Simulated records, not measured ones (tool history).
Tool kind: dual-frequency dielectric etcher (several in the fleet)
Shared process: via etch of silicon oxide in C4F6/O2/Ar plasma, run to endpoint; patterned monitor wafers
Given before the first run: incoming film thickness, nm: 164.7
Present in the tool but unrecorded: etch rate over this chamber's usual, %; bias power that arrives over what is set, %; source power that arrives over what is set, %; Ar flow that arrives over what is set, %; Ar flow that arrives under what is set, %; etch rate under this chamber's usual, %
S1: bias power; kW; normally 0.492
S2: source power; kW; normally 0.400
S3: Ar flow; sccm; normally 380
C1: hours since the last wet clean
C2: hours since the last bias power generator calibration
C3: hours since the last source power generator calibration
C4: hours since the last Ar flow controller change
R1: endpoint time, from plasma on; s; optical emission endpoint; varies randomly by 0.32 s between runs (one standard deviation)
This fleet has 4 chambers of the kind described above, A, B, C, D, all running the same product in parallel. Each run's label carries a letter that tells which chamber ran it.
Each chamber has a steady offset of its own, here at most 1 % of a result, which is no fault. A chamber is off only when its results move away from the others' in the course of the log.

run   hour     S1     S2   S3     C1      C2      C3      C4      R1
       6.7  -- chamber A: wet clean of the chamber
 1A   11.3  0.492  0.400  380    4.6  2115.4  1672.7  3813.2  38.083
 2C   24.1  0.492  0.400  380  190.8  1475.4  3725.0   545.5  37.571
 3D   35.0  0.492  0.400  380  278.0   827.4  2110.8  2904.2  37.212
 4B   46.7  0.492  0.400  380  140.3   116.2  2267.3   672.2  37.538
 5B   58.8  0.492  0.400  380  152.4   128.3  2279.4   684.3  37.136
 6C   66.2  0.492  0.400  313  232.9  1517.5  3767.1   587.6  36.596
 7D   74.2  0.492  0.400  313  317.2   866.6  2150.0  2943.4  36.044
 8A   81.5  0.492  0.400  313   74.8  2185.6  1742.9  3883.4  36.755
 9B   88.0  0.492  0.400  313  181.6   157.5  2308.6   713.5  36.818
10A   95.6  0.577  0.400  445   88.9  2199.7  1757.0  3897.5  35.894
11C  104.5  0.577  0.400  445  271.2  1555.8  3805.4   625.9  35.951
     107.8  -- chamber D: Ar flow controller replaced
12D  116.5  0.577  0.400  445  359.5   908.9  2192.3     8.7  35.506
13C  127.7  0.577  0.400  445  294.4  1579.0  3828.6   649.1  35.998
14D  134.2  0.492  0.400  380  377.2   926.6  2210.0    26.4  37.799
15A  141.1  0.419  0.400  448  134.4  2245.2  1802.5  3943.0  40.512
16B  153.9  0.419  0.400  448  247.5   223.4  2374.5   779.4  39.958
17C  166.5  0.419  0.400  448  333.2  1617.8  3867.4   687.9  40.357
18A  176.2  0.419  0.400  448  169.5  2280.3  1837.6  3978.1  41.086
19D  182.5  0.492  0.400  380  425.5   974.9  2258.3    74.7  37.714
20B  192.6  0.492  0.400  380  286.2   262.1  2413.2   818.1  36.839
21C  199.1  0.492  0.400  456  365.8  1650.4  3900.0   720.5  37.756
22A  208.8  0.492  0.400  456  202.1  2312.9  1870.2  4010.7  38.467
     217.7  -- chamber C: wet clean of the chamber
23B  222.2  0.492  0.400  456  315.8   291.7  2442.8   847.7  37.819
24D  229.9  0.492  0.400  456  472.9  1022.3  2305.7   122.1  38.150
25B  242.9  0.492  0.400  380  336.5   312.4  2463.5   868.4  37.897
26D  249.5  0.395  0.350  380  492.5  1041.9  2325.3   141.7  43.242
27C  263.0  0.395  0.350  380   45.3  1714.3  3963.9   784.4  42.612
28A  271.5  0.395  0.350  380  264.8  2375.6  1932.9  4073.4  42.686
29C  279.4  0.395  0.350  380   61.7  1730.7  3980.3   800.8  41.623
     285.7  -- chamber D: wet clean of the chamber
30A  291.1  0.492  0.400  380  284.4  2395.2  1952.5  4093.0  37.957
31D  297.8  0.492  0.400  380   12.2  1090.2  2373.6   190.0  37.290

Is one chamber off against the others, does the gauge drift, or is nothing wrong? If a chamber is off, say which, and what the likeliest cause is.

No chamber stands off beyond its own small offset, and the gauge holds steady.
